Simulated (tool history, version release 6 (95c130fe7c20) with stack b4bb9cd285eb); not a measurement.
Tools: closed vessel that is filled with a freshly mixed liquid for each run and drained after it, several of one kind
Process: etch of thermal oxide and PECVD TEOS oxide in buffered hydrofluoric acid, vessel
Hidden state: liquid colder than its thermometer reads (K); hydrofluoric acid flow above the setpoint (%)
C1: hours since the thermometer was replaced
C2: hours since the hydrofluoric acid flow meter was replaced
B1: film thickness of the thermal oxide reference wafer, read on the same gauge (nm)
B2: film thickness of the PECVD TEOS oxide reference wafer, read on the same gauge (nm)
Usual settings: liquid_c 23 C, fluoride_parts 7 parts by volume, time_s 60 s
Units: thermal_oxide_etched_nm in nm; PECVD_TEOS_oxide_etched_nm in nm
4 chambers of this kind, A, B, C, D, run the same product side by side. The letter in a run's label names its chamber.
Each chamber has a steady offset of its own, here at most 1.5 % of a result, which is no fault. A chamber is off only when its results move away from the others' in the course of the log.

{"run": "1D", "hour": 4.9, "liquid_c": 23, "fluoride_parts": 7, "time_s": 60, "C1": 947.8, "C2": 2105.7, "B1": 119.99, "B2": 120.03, "thermal_oxide_etched_nm": 91.327, "PECVD_TEOS_oxide_etched_nm": 99.447}
{"run": "2B", "hour": 8.0, "liquid_c": 23, "fluoride_parts": 7, "time_s": 60, "C1": 22.2, "C2": 264.4, "B1": 120, "B2": 119.98, "thermal_oxide_etched_nm": 93.431, "PECVD_TEOS_oxide_etched_nm": 98.297}
{"run": "3C", "hour": 12.3, "liquid_c": 23, "fluoride_parts": 7, "time_s": 60, "C1": 265.5, "C2": 955.3, "B1": 120.01, "B2": 120.01, "thermal_oxide_etched_nm": 91.737, "PECVD_TEOS_oxide_etched_nm": 97.992}
{"run": "4A", "hour": 18.8, "liquid_c": 23, "fluoride_parts": 7, "time_s": 60, "C1": 53.4, "C2": 276.9, "B1": 120.01, "B2": 119.99, "thermal_oxide_etched_nm": 92.36, "PECVD_TEOS_oxide_etched_nm": 98.372}
{"run": "5D", "hour": 22.0, "liquid_c": 23, "fluoride_parts": 7, "time_s": 60, "C1": 964.9, "C2": 2122.8, "B1": 120, "B2": 119.99, "thermal_oxide_etched_nm": 92.577, "PECVD_TEOS_oxide_etched_nm": 99.817}
{"run": "6B", "hour": 27.6, "liquid_c": 23, "fluoride_parts": 7, "time_s": 45, "C1": 41.8, "C2": 284, "B1": 120.01, "B2": 120.01, "thermal_oxide_etched_nm": 69.807, "PECVD_TEOS_oxide_etched_nm": 73.612}
{"run": "7A", "hour": 31.2, "liquid_c": 23, "fluoride_parts": 7, "time_s": 45, "C1": 65.8, "C2": 289.3, "B1": 120, "B2": 119.97, "thermal_oxide_etched_nm": 68.939, "PECVD_TEOS_oxide_etched_nm": 75.38}
{"run": "8C", "hour": 34.7, "liquid_c": 23, "fluoride_parts": 7, "time_s": 45, "C1": 287.9, "C2": 977.7, "B1": 120.03, "B2": 119.98, "thermal_oxide_etched_nm": 69.39, "PECVD_TEOS_oxide_etched_nm": 74.638}
{"run": "9A", "hour": 40.0, "liquid_c": 23, "fluoride_parts": 7, "time_s": 45, "C1": 74.6, "C2": 298.1, "B1": 120, "B2": 120.01, "thermal_oxide_etched_nm": 69.86, "PECVD_TEOS_oxide_etched_nm": 74.878}
{"run": "10D", "hour": 44.2, "liquid_c": 23, "fluoride_parts": 7, "time_s": 60, "C1": 987.1, "C2": 2145, "B1": 120.02, "B2": 120.03, "thermal_oxide_etched_nm": 92.204, "PECVD_TEOS_oxide_etched_nm": 100.23}
{"run": "11B", "hour": 49.5, "liquid_c": 23, "fluoride_parts": 7, "time_s": 60, "C1": 63.7, "C2": 305.9, "B1": 119.98, "B2": 119.99, "thermal_oxide_etched_nm": 93.536, "PECVD_TEOS_oxide_etched_nm": 98.584}
{"run": "12C", "hour": 52.6, "liquid_c": 23, "fluoride_parts": 7, "time_s": 60, "C1": 305.8, "C2": 995.6, "B1": 120.01, "B2": 119.99, "thermal_oxide_etched_nm": 90.832, "PECVD_TEOS_oxide_etched_nm": 98.698}
{"hour": 54.3, "done": "chamber D: hydrofluoric acid flow meter replaced"}
{"run": "13C", "hour": 56.7, "liquid_c": 23, "fluoride_parts": 7, "time_s": 60, "C1": 309.9, "C2": 999.7, "B1": 120.02, "B2": 119.98, "thermal_oxide_etched_nm": 91.824, "PECVD_TEOS_oxide_etched_nm": 99.975}
{"run": "14D", "hour": 59.9, "liquid_c": 23, "fluoride_parts": 7, "time_s": 60, "C1": 1002.8, "C2": 5.7, "B1": 120.02, "B2": 120, "thermal_oxide_etched_nm": 92.146, "PECVD_TEOS_oxide_etched_nm": 99.638}
{"run": "15B", "hour": 64.7, "liquid_c": 23, "fluoride_parts": 7, "time_s": 60, "C1": 78.9, "C2": 321.1, "B1": 119.98, "B2": 119.99, "thermal_oxide_etched_nm": 92.766, "PECVD_TEOS_oxide_etched_nm": 98.408}
{"run": "16A", "hour": 69.6, "liquid_c": 23, "fluoride_parts": 7, "time_s": 60, "C1": 104.2, "C2": 327.7, "B1": 119.98, "B2": 119.98, "thermal_oxide_etched_nm": 92.551, "PECVD_TEOS_oxide_etched_nm": 98.531}
{"run": "17B", "hour": 73.9, "liquid_c": 23, "fluoride_parts": 9, "time_s": 60, "C1": 88.1, "C2": 330.3, "B1": 120.01, "B2": 119.97, "thermal_oxide_etched_nm": 70.976, "PECVD_TEOS_oxide_etched_nm": 74.586}
{"run": "18A", "hour": 76.9, "liquid_c": 23, "fluoride_parts": 9, "time_s": 60, "C1": 111.5, "C2": 335, "B1": 120.01, "B2": 119.99, "thermal_oxide_etched_nm": 70.295, "PECVD_TEOS_oxide_etched_nm": 75.549}
{"run": "19C", "hour": 82.5, "liquid_c": 23, "fluoride_parts": 9, "time_s": 60, "C1": 335.7, "C2": 1025.5, "B1": 120.02, "B2": 119.98, "thermal_oxide_etched_nm": 69.7, "PECVD_TEOS_oxide_etched_nm": 75.649}
{"run": "20D", "hour": 88.2, "liquid_c": 23, "fluoride_parts": 9, "time_s": 60, "C1": 1031.1, "C2": 34, "B1": 119.99, "B2": 119.99, "thermal_oxide_etched_nm": 70.019, "PECVD_TEOS_oxide_etched_nm": 75.647}
{"run": "21A", "hour": 92.4, "liquid_c": 23, "fluoride_parts": 7, "time_s": 60, "C1": 127, "C2": 350.5, "B1": 120.01, "B2": 120, "thermal_oxide_etched_nm": 92.405, "PECVD_TEOS_oxide_etched_nm": 98.605}
{"run": "22D", "hour": 98.3, "liquid_c": 23, "fluoride_parts": 7, "time_s": 60, "C1": 1041.2, "C2": 44.1, "B1": 120.01, "B2": 120, "thermal_oxide_etched_nm": 91.339, "PECVD_TEOS_oxide_etched_nm": 99.436}
{"run": "23C", "hour": 104.6, "liquid_c": 23, "fluoride_parts": 7, "time_s": 60, "C1": 357.8, "C2": 1047.6, "B1": 119.99, "B2": 119.98, "thermal_oxide_etched_nm": 91.338, "PECVD_TEOS_oxide_etched_nm": 98.097}
{"run": "24B", "hour": 107.9, "liquid_c": 23, "fluoride_parts": 7, "time_s": 60, "C1": 122.1, "C2": 364.3, "B1": 119.99, "B2": 120.02, "thermal_oxide_etched_nm": 93.423, "PECVD_TEOS_oxide_etched_nm": 98.052}
{"run": "25B", "hour": 112.3, "liquid_c": 23, "fluoride_parts": 7, "time_s": 60, "C1": 126.5, "C2": 368.7, "B1": 119.98, "B2": 119.98, "thermal_oxide_etched_nm": 93.699, "PECVD_TEOS_oxide_etched_nm": 99.494}
{"run": "26C", "hour": 118.3, "liquid_c": 23, "fluoride_parts": 7, "time_s": 60, "C1": 371.5, "C2": 1061.3, "B1": 120, "B2": 120.01, "thermal_oxide_etched_nm": 91.618, "PECVD_TEOS_oxide_etched_nm": 98.506}
{"run": "27D", "hour": 123.3, "liquid_c": 23, "fluoride_parts": 7, "time_s": 60, "C1": 1066.2, "C2": 69.1, "B1": 119.99, "B2": 120, "thermal_oxide_etched_nm": 91.426, "PECVD_TEOS_oxide_etched_nm": 98.934}
{"run": "28A", "hour": 126.9, "liquid_c": 23, "fluoride_parts": 7, "time_s": 60, "C1": 161.5, "C2": 385, "B1": 119.99, "B2": 120.04, "thermal_oxide_etched_nm": 92.958, "PECVD_TEOS_oxide_etched_nm": 100.15}
{"run": "29A", "hour": 130.9, "liquid_c": 23, "fluoride_parts": 7, "time_s": 60, "C1": 165.5, "C2": 389, "B1": 120, "B2": 120.02, "thermal_oxide_etched_nm": 92.833, "PECVD_TEOS_oxide_etched_nm": 99.962}
{"run": "30C", "hour": 134.6, "liquid_c": 23, "fluoride_parts": 7, "time_s": 60, "C1": 387.8, "C2": 1077.6, "B1": 120.03, "B2": 119.95, "thermal_oxide_etched_nm": 91.802, "PECVD_TEOS_oxide_etched_nm": 99.421}
{"run": "31D", "hour": 137.5, "liquid_c": 23, "fluoride_parts": 7, "time_s": 60, "C1": 1080.4, "C2": 83.3, "B1": 120.01, "B2": 120.04, "thermal_oxide_etched_nm": 92.184, "PECVD_TEOS_oxide_etched_nm": 99.501}
{"run": "32B", "hour": 140.7, "liquid_c": 23, "fluoride_parts": 7, "time_s": 60, "C1": 154.9, "C2": 397.1, "B1": 120.03, "B2": 119.96, "thermal_oxide_etched_nm": 92.14, "PECVD_TEOS_oxide_etched_nm": 98.307}
{"run": "33B", "hour": 146.1, "liquid_c": 23, "fluoride_parts": 7, "time_s": 60, "C1": 160.3, "C2": 402.5, "B1": 119.99, "B2": 120.01, "thermal_oxide_etched_nm": 92.966, "PECVD_TEOS_oxide_etched_nm": 97.594}
{"run": "34A", "hour": 150.9, "liquid_c": 23, "fluoride_parts": 7, "time_s": 60, "C1": 185.5, "C2": 409, "B1": 120.02, "B2": 119.96, "thermal_oxide_etched_nm": 92.909, "PECVD_TEOS_oxide_etched_nm": 100.28}

Is one chamber off against the others, does the gauge drift, or is nothing wrong? If a chamber is off, say which, and what the likeliest cause is.

No chamber stands off beyond its own small offset, and the gauge holds steady.
